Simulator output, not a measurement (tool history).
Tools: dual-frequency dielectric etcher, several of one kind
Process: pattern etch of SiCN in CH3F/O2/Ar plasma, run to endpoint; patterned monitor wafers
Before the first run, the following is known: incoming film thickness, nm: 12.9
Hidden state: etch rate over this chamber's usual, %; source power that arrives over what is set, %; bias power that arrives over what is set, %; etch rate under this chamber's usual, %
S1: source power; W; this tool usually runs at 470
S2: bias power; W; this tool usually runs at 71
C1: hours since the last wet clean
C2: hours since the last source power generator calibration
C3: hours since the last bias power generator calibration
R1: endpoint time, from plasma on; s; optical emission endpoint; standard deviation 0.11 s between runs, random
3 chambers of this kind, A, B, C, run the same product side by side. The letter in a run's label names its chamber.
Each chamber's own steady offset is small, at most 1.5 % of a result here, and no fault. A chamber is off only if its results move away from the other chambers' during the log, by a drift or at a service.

run 1A day=0.279 | S1=470 S2=71 | C1=272.5 C2=3280.1 C3=2442.1 | R1=32.792
run 2C day=0.512 | S1=470 S2=71 | C1=391.1 C2=1492.4 C3=361.9 | R1=32.149
run 3B day=0.800 | S1=470 S2=71 | C1=50.6 C2=1338.6 C3=44.1 | R1=32.929
-- day=0.946 chamber C: source power generator calibrated
run 4A day=1.112 | S1=470 S2=71 | C1=292.5 C2=3300.1 C3=2462.1 | R1=32.712
run 5C day=1.296 | S1=470 S2=71 | C1=409.9 C2=8.5 C3=380.7 | R1=32.185
run 6B day=1.562 | S1=470 S2=71 | C1=68.9 C2=1356.9 C3=62.4 | R1=33.100
run 7B day=1.804 | S1=470 S2=71 | C1=74.7 C2=1362.7 C3=68.2 | R1=32.823
run 8C day=2.058 | S1=470 S2=71 | C1=428.2 C2=26.8 C3=399.0 | R1=32.217
run 9A day=2.212 | S1=470 S2=71 | C1=318.9 C2=3326.5 C3=2488.5 | R1=32.745
run 10A day=2.371 | S1=470 S2=71 | C1=322.7 C2=3330.3 C3=2492.3 | R1=32.729
run 11B day=2.608 | S1=470 S2=71 | C1=94.0 C2=1382.0 C3=87.5 | R1=32.846
run 12C day=2.892 | S1=470 S2=71 | C1=448.2 C2=46.8 C3=419.0 | R1=32.219
run 13B day=3.221 | S1=470 S2=59 | C1=108.7 C2=1396.7 C3=102.2 | R1=34.697
run 14C day=3.412 | S1=470 S2=59 | C1=460.7 C2=59.3 C3=431.5 | R1=34.317
run 15A day=3.708 | S1=470 S2=59 | C1=354.8 C2=3362.4 C3=2524.4 | R1=34.680
run 16B day=3.883 | S1=470 S2=71 | C1=124.6 C2=1412.6 C3=118.1 | R1=32.976
run 17C day=4.183 | S1=470 S2=71 | C1=479.2 C2=77.8 C3=450.0 | R1=31.988
run 18A day=4.462 | S1=470 S2=71 | C1=372.9 C2=3380.5 C3=2542.5 | R1=32.662
run 19A day=4.800 | S1=470 S2=71 | C1=381.0 C2=3388.6 C3=2550.6 | R1=32.681
run 20C day=5.038 | S1=470 S2=71 | C1=499.7 C2=98.3 C3=470.5 | R1=32.271
run 21B day=5.350 | S1=470 S2=71 | C1=159.8 C2=1447.8 C3=153.3 | R1=32.726
-- day=5.400 chamber C: wet clean of the chamber
run 22C day=5.646 | S1=470 S2=71 | C1=5.9 C2=112.9 C3=485.1 | R1=32.082
run 23B day=5.888 | S1=470 S2=71 | C1=172.7 C2=1460.7 C3=166.2 | R1=32.862
run 24A day=6.071 | S1=470 S2=71 | C1=411.5 C2=3419.1 C3=2581.1 | R1=32.728

Is one chamber off against the others, does the gauge drift, or is nothing wrong? If a chamber is off, say which, and what the likeliest cause is.

No chamber stands off beyond its own small offset, and the gauge holds steady.
